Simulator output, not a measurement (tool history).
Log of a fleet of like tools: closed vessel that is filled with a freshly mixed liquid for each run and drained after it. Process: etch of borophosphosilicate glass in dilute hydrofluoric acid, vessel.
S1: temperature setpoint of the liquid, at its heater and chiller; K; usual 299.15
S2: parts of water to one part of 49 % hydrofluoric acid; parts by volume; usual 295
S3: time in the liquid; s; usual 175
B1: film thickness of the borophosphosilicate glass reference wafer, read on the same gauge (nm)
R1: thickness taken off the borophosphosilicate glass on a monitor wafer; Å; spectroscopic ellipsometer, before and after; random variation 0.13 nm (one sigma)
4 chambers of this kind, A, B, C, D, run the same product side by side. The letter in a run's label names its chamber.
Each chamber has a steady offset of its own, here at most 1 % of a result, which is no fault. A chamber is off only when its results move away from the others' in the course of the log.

run     day      S1   S2   S3      B1      R1
 1C   0.271  299.15  295  175  59.998  282.11
 2B     0.6  299.15  295  175  59.979   280.5
 3D    1.05  299.15  295  175  59.974  285.79
 4A   1.354  299.15  295  175  59.991  283.42
 5A   1.771  301.65  295  260  60.031  456.29
 6D   2.088  301.65  295  260  60.011  457.85
 7C   2.538  301.65  295  260  59.994  448.71
 8B   3.079  301.65  295  260  60.011  459.19
 9A   3.338  299.15  295  175  59.989  280.07
10B   3.808  299.15  295  175  60.009  282.79
11D   4.358  299.15  295  175  59.984  283.99
12C     4.9  302.15  340  175  60.003  256.44
13A   5.412  302.15  340  175  60.004  257.73
14B   5.675  302.15  340  175  60.008  259.91
15C   6.096  302.15  340  175  59.978  253.82
16D   6.429  295.15  295  175   60.02  247.75
17B   6.829  295.15  295  175  59.994  245.26
18A   7.133  295.15  295  175  60.022  243.73
19D   7.475  295.15  295  175  59.982  249.16
20C   7.762  299.15  295  175   59.97   276.5
21A     8.2  299.15  295  175   60.04  283.46
22C   8.571  297.15  410  175  59.974  167.44
23D   8.875  297.15  410  175  59.973  170.42
24B    9.25  297.15  410  175  59.976  171.51
25A   9.533  297.15  410  175  60.023  171.19
26D   9.942  299.15  295  175  59.955  283.72
27B  10.383  299.15  295  175  60.003   283.7

All 4 chambers run these settings next. Forecast each chamber's results:
28A  10.779  299.15  295  175       ?
28B  10.779  299.15  295  175       ?
28C  10.779  299.15  295  175       ?
28D  10.779  299.15  295  175       ?

run      R1
28A  281.93
28B  282.55
28C  269.02
28D  285.74

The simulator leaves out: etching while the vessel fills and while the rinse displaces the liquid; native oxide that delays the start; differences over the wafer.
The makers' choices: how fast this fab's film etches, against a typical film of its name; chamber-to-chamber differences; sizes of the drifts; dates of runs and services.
